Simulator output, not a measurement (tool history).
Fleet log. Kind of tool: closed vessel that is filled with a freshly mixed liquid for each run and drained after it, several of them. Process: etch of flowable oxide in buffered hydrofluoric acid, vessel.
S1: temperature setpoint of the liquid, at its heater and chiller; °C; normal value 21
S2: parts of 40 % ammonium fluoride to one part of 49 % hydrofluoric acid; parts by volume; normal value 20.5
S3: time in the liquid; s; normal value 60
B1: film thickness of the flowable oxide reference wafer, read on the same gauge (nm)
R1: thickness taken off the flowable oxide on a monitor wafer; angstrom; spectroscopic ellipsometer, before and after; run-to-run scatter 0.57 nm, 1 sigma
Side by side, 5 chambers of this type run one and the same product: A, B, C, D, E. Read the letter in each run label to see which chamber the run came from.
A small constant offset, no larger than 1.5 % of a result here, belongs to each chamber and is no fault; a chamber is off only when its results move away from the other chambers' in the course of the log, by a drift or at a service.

| run | hour | S1 | S2 | S3 | B1 | R1 |
|---|---|---|---|---|---|---|
| 1D | 6.6 | 21 | 20.5 | 60 | 120 | 1239.9 |
| 2A | 11.8 | 21 | 20.5 | 60 | 120.01 | 1220.4 |
| 3E | 18.3 | 21 | 20.5 | 60 | 119.98 | 1216.2 |
| 4B | 24.2 | 21 | 20.5 | 60 | 119.99 | 1244.5 |
| 5C | 28.6 | 21 | 20.5 | 60 | 120 | 1240.7 |
| 6D | 33 | 21 | 20.5 | 60 | 119.98 | 1232.9 |
| 7E | 36.8 | 21 | 20.5 | 60 | 120.01 | 1216.7 |
| 8A | 42.4 | 21 | 20.5 | 60 | 120 | 1214.7 |
| 9B | 45.6 | 21 | 20.5 | 60 | 120 | 1231.2 |
| 10C | 49.8 | 21 | 20.5 | 60 | 119.98 | 1237.3 |
| 11C | 54.6 | 21 | 15 | 80 | 119.98 | 2213.2 |
| 12B | 59.6 | 21 | 15 | 80 | 119.98 | 2230.2 |
| 13E | 63.3 | 21 | 15 | 80 | 120 | 2210.8 |
| 14D | 69.2 | 21 | 15 | 80 | 120 | 2191.9 |
| 15A | 74.2 | 21 | 15 | 80 | 119.99 | 2189.8 |
| 16B | 80.9 | 21 | 20.5 | 60 | 120.02 | 1228 |
| 17C | 84.5 | 21 | 20.5 | 60 | 120.01 | 1240.1 |
| 18A | 89.3 | 21 | 20.5 | 60 | 120.01 | 1222.7 |
| 19E | 93.5 | 21 | 20.5 | 60 | 120.02 | 1211.5 |
| 20D | 98.1 | 21 | 20.5 | 60 | 120.03 | 1201.3 |
| 21E | 104.8 | 21 | 20.5 | 60 | 120 | 1219.9 |
| 22A | 108.7 | 21 | 20.5 | 60 | 120 | 1216.6 |
| 23C | 112.1 | 21 | 20.5 | 60 | 119.99 | 1227.5 |
| 24D | 119.1 | 21 | 20.5 | 60 | 119.99 | 1201.8 |
| 25B | 124.2 | 21 | 20.5 | 60 | 120.01 | 1226.5 |
| 26B | 131.3 | 21 | 20.5 | 60 | 120 | 1244.2 |
| 27C | 137.2 | 21 | 20.5 | 60 | 120 | 1227.7 |
| 28E | 141.6 | 21 | 20.5 | 60 | 120 | 1217.8 |
| 29D | 144.7 | 21 | 20.5 | 60 | 119.99 | 1186.9 |
| 30A | 149.5 | 21 | 20.5 | 60 | 120.01 | 1208.8 |
| 31E | 154.8 | 21 | 20.5 | 60 | 119.99 | 1219.6 |
| 32D | 161 | 21 | 20.5 | 60 | 120 | 1170.5 |
| 33C | 165.3 | 21 | 20.5 | 60 | 120.02 | 1236 |
| 34A | 172.5 | 19.5 | 26 | 60 | 119.98 | 952.02 |
| 35B | 178.3 | 19.5 | 26 | 60 | 120 | 963.19 |
| 36E | 183.6 | 19.5 | 26 | 60 | 120 | 945.16 |
|  | 183.9 | chamber C: hydrofluoric acid flow meter replaced |
| 37C | 189.2 | 19.5 | 26 | 60 | 120.02 | 959.23 |
|  | 191.5 | chamber B: thermometer replaced |
| 38D | 195.1 | 19.5 | 26 | 60 | 119.97 | 903.19 |
| 39B | 198.5 | 21 | 20.5 | 60 | 120.01 | 1236.2 |
| 40A | 202.5 | 21 | 20.5 | 60 | 120 | 1219.1 |
|  | 205.2 | chamber D: hydrofluoric acid flow meter replaced |
| 41E | 206.6 | 21 | 20.5 | 60 | 120.01 | 1215.2 |
| 42D | 212 | 21 | 20.5 | 60 | 120 | 1162.1 |
| 43B | 217.9 | 21 | 15 | 30 | 120 | 837 |

Does one chamber stand apart from the rest, does the shared gauge drift, or is all well apart from small per-chamber offsets? Give the chamber and the most likely cause, where there is one.

One chamber, D, drifts off from the rest bit by bit.
Cause: liquid colder than its thermometer reads (K) = 1.14.

Which of the 4 candidates below, each the usual settings with something changed and its results left as question marks, puts chamber D back in line with what the other chambers give on the usual settings?
Counts as in line when no further than this from what the other chambers average on the usual settings: R1 20 angstrom
| 44D-1 | 223.1 | 20.5 | 21.5 | 60 |  | ? |
| 44D-2 | 223.1 | 22 | 20.5 | 60 |  | ? |
| 44D-3 | 223.1 | 21 | 20 | 60 |  | ? |
| 44D-4 | 223.1 | 21 | 21 | 60 |  | ? |

The other chambers' mean on the usual settings: R1 1225 angstrom
| run | R1 |
|---|---|
| 44D-1 | 1088 |
| 44D-2 | 1225 |
| 44D-3 | 1177.9 |
| 44D-4 | 1138.3 |
44D-2 is the one that brings the chamber's results back in line with the other chambers.

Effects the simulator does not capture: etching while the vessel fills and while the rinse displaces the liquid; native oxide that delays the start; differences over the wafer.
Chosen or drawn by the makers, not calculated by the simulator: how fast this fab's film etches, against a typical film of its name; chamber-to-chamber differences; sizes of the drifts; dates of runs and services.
